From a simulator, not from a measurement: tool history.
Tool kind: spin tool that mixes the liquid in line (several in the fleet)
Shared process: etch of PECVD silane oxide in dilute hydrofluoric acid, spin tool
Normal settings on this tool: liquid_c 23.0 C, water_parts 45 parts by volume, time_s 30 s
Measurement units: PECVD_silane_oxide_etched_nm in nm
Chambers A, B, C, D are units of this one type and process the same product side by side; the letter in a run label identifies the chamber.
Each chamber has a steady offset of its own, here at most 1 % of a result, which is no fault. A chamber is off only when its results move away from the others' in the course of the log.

| run | hour | liquid_c | water_parts | time_s | hours since the thermometer was replaced | hours since the hydrofluoric acid flow meter was replaced | read-back film thickness of the PECVD silane oxide reference wafer, read on the same gauge (nm) | PECVD_silane_oxide_etched_nm |
|---|---|---|---|---|---|---|---|---|
| 1A | 6.8 | 23.0 | 45 | 30 | 261.2 | 1191.0 | 90.011 | 21.280 |
| 2C | 15.6 | 23.0 | 45 | 30 | 2595.7 | 1012.8 | 90.004 | 21.360 |
| 3B | 21.8 | 23.0 | 45 | 30 | 669.2 | 623.5 | 90.003 | 21.577 |
|  | 28.6 | chamber D: hydrofluoric acid flow meter replaced |
| 4D | 30.0 | 23.0 | 45 | 30 | 1416.3 | 1.5 | 90.014 | 22.031 |
| 5D | 38.8 | 23.0 | 45 | 30 | 1425.1 | 10.3 | 89.992 | 21.775 |
| 6B | 47.4 | 23.0 | 45 | 30 | 694.8 | 649.1 | 90.009 | 21.354 |
| 7A | 57.4 | 27.5 | 45 | 15 | 311.8 | 1241.6 | 89.994 | 12.853 |
| 8C | 67.7 | 27.5 | 45 | 15 | 2647.8 | 1064.9 | 90.009 | 12.891 |
| 9A | 72.6 | 27.5 | 45 | 15 | 327.0 | 1256.8 | 89.998 | 12.925 |
| 10D | 81.7 | 27.5 | 45 | 15 | 1468.0 | 53.2 | 89.980 | 12.925 |
| 11B | 88.8 | 23.0 | 45 | 30 | 736.2 | 690.5 | 90.002 | 21.476 |
| 12C | 94.6 | 28.0 | 40 | 30 | 2674.7 | 1091.8 | 90.007 | 29.541 |
| 13D | 104.0 | 28.0 | 40 | 30 | 1490.3 | 75.5 | 89.998 | 29.766 |
| 14B | 114.9 | 28.0 | 40 | 30 | 762.3 | 716.6 | 89.985 | 30.081 |
| 15C | 122.4 | 28.0 | 40 | 30 | 2702.5 | 1119.6 | 90.002 | 30.166 |
|  | 124.6 | chamber C: hydrofluoric acid flow meter replaced |
| 16A | 131.3 | 23.0 | 45 | 30 | 385.7 | 1315.5 | 89.992 | 21.464 |
| 17B | 136.7 | 23.0 | 45 | 30 | 784.1 | 738.4 | 90.011 | 21.413 |
| 18D | 146.8 | 23.0 | 45 | 30 | 1533.1 | 118.3 | 90.005 | 21.931 |
| 19A | 155.2 | 23.0 | 45 | 30 | 409.6 | 1339.4 | 90.001 | 21.483 |
| 20C | 160.2 | 23.0 | 45 | 30 | 2740.3 | 35.7 | 89.999 | 21.051 |
| 21D | 171.0 | 23.0 | 45 | 30 | 1557.3 | 142.5 | 90.000 | 21.521 |
| 22B | 178.6 | 23.0 | 45 | 30 | 826.0 | 780.3 | 90.012 | 21.602 |
| 23A | 187.1 | 23.0 | 45 | 30 | 441.5 | 1371.3 | 89.990 | 21.450 |
| 24C | 193.9 | 23.0 | 45 | 30 | 2774.0 | 69.4 | 89.987 | 21.355 |
| 25D | 204.3 | 23.0 | 45 | 30 | 1590.6 | 175.8 | 89.999 | 21.581 |
|  | 209.9 | chamber C: thermometer replaced |
| 26B | 210.4 | 23.0 | 45 | 30 | 857.8 | 812.1 | 89.989 | 21.347 |
| 27C | 215.6 | 20.0 | 45 | 30 | 5.8 | 91.1 | 90.000 | 19.148 |
| 28A | 221.8 | 20.0 | 45 | 30 | 476.2 | 1406.0 | 90.010 | 18.789 |
| 29B | 228.1 | 20.0 | 45 | 30 | 875.5 | 829.8 | 89.998 | 19.035 |
| 30A | 235.3 | 20.0 | 45 | 30 | 489.7 | 1419.5 | 90.004 | 18.742 |
|  | 242.3 | chamber A: hydrofluoric acid flow meter replaced |
| 31C | 245.1 | 23.0 | 35 | 30 | 35.3 | 120.6 | 89.999 | 28.203 |
| 32D | 253.6 | 23.0 | 35 | 30 | 1639.9 | 225.1 | 90.001 | 28.242 |
| 33C | 261.5 | 23.0 | 35 | 30 | 51.7 | 137.0 | 89.988 | 27.996 |
| 34B | 268.4 | 23.0 | 35 | 30 | 915.8 | 870.1 | 90.009 | 27.965 |
| 35D | 278.5 | 23.0 | 45 | 30 | 1664.8 | 250.0 | 90.008 | 21.443 |
| 36A | 285.8 | 23.0 | 45 | 30 | 540.2 | 43.6 | 89.997 | 21.768 |
| 37A | 296.3 | 23.0 | 45 | 30 | 550.7 | 54.1 | 89.997 | 21.668 |
| 38D | 304.0 | 23.0 | 45 | 30 | 1690.3 | 275.5 | 90.000 | 21.467 |
| 39B | 311.6 | 23.0 | 45 | 30 | 959.0 | 913.3 | 89.990 | 21.570 |
| 40C | 316.3 | 23.0 | 45 | 30 | 106.5 | 191.8 | 90.004 | 21.652 |
| 41A | 326.5 | 23.0 | 45 | 30 | 580.9 | 84.3 | 90.008 | 21.792 |
| 42C | 335.9 | 23.0 | 45 | 30 | 126.1 | 211.4 | 90.007 | 21.724 |
| 43D | 346.5 | 23.0 | 45 | 30 | 1732.8 | 318.0 | 89.988 | 21.804 |

Is one chamber off against the others, does the gauge drift, or is nothing wrong? If a chamber is off, say which, and what the likeliest cause is.

No chamber stands off beyond its own small offset, and the gauge holds steady.

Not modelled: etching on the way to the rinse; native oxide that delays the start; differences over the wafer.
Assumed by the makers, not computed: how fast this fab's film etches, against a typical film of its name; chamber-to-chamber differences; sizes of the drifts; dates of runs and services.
